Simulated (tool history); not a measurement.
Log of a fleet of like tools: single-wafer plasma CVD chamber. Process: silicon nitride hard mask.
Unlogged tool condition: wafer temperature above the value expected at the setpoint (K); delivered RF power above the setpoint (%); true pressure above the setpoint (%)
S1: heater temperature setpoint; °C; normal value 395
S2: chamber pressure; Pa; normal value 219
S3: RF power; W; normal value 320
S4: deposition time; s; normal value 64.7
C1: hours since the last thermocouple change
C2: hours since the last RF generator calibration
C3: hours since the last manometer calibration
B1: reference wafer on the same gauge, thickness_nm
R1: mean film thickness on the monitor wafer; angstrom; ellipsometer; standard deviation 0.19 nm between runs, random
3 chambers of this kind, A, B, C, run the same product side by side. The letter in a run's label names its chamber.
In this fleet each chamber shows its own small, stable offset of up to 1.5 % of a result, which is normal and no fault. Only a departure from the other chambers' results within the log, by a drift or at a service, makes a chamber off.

run 1B hour=4 | S1=395 S2=219 S3=320 S4=64.7 | C1=805.1 C2=1361.9 C3=1673.9 | B1=87.518 | R1=794.47
run 2A hour=7.5 | S1=395 S2=219 S3=320 S4=64.7 | C1=605.6 C2=1024.2 C3=685.9 | B1=87.503 | R1=783.62
run 3C hour=11.2 | S1=395 S2=219 S3=320 S4=64.7 | C1=1787.3 C2=526.6 C3=952.7 | B1=87.479 | R1=783.1
run 4A hour=14.7 | S1=395 S2=219 S3=320 S4=64.7 | C1=612.8 C2=1031.4 C3=693.1 | B1=87.52 | R1=788.14
run 5C hour=17.7 | S1=395 S2=219 S3=320 S4=64.7 | C1=1793.8 C2=533.1 C3=959.2 | B1=87.524 | R1=776.53
run 6B hour=20.4 | S1=395 S2=219 S3=320 S4=64.7 | C1=821.5 C2=1378.3 C3=1690.3 | B1=87.45 | R1=787.14
run 7B hour=23.4 | S1=383 S2=219 S3=320 S4=64.7 | C1=824.5 C2=1381.3 C3=1693.3 | B1=87.468 | R1=794.37
run 8C hour=26 | S1=383 S2=219 S3=320 S4=64.7 | C1=1802.1 C2=541.4 C3=967.5 | B1=87.501 | R1=782.2
run 9A hour=28.1 | S1=383 S2=219 S3=320 S4=64.7 | C1=626.2 C2=1044.8 C3=706.5 | B1=87.465 | R1=792.5
run 10B hour=32.5 | S1=395 S2=219 S3=320 S4=64.7 | C1=833.6 C2=1390.4 C3=1702.4 | B1=87.479 | R1=792.07
-- hour=33.2 chamber B: capacitance manometer re-zeroed and calibrated
run 11A hour=34.9 | S1=395 S2=219 S3=320 S4=64.7 | C1=633 C2=1051.6 C3=713.3 | B1=87.441 | R1=785.66
run 12C hour=38.8 | S1=395 S2=219 S3=320 S4=64.7 | C1=1814.9 C2=554.2 C3=980.3 | B1=87.584 | R1=776.66
run 13C hour=41.7 | S1=395 S2=219 S3=320 S4=64.7 | C1=1817.8 C2=557.1 C3=983.2 | B1=87.531 | R1=778.45
run 14A hour=45.1 | S1=395 S2=219 S3=320 S4=64.7 | C1=643.2 C2=1061.8 C3=723.5 | B1=87.481 | R1=788.18
run 15B hour=48.8 | S1=395 S2=219 S3=320 S4=64.7 | C1=849.9 C2=1406.7 C3=15.6 | B1=87.525 | R1=808.35
run 16A hour=52.7 | S1=395 S2=219 S3=320 S4=64.7 | C1=650.8 C2=1069.4 C3=731.1 | B1=87.575 | R1=783.31
run 17B hour=56.5 | S1=395 S2=219 S3=320 S4=64.7 | C1=857.6 C2=1414.4 C3=23.3 | B1=87.494 | R1=807.59
run 18C hour=59.3 | S1=395 S2=219 S3=320 S4=64.7 | C1=1835.4 C2=574.7 C3=1000.8 | B1=87.537 | R1=778.46
run 19B hour=63.6 | S1=395 S2=219 S3=290 S4=73.9 | C1=864.7 C2=1421.5 C3=30.4 | B1=87.522 | R1=865.41
run 20C hour=66.7 | S1=395 S2=219 S3=290 S4=73.9 | C1=1842.8 C2=582.1 C3=1008.2 | B1=87.5 | R1=836.94

What goes on in this fleet: one chamber off, a drifting gauge, or nothing beyond the chambers' own small offsets? Name the chamber and the cause, if any.

After it was serviced, chamber B no longer matches the other chambers.
Cause: true pressure above the setpoint (%) = 6.75.

Which of the 4 candidates below, each the usual settings with something changed and its results left as question marks, puts chamber B back in line with what the other chambers give on the usual settings?
Allowed miss from the other chambers' usual-settings mean, per result, to count as in line: R1 6.6 angstrom
run 21B-1 hour=70.1 | S1=395 S2=243 S3=320 S4=64.7 | R1=?
run 21B-2 hour=70.1 | S1=395 S2=215 S3=315 S4=62.4 | R1=?
run 21B-3 hour=70.1 | S1=395 S2=219 S3=320 S4=68.2 | R1=?
run 21B-4 hour=70.1 | S1=395 S2=217 S3=315 S4=63.4 | R1=?

The mean the other chambers reach with the usual settings: R1 782.32 angstrom
run=21B-1 R1=830.78
run=21B-2 R1=766.51
run=21B-3 R1=850.62
run=21B-4 R1=781.46
Change 21B-4 lands the chamber within the allowed miss of the other chambers.
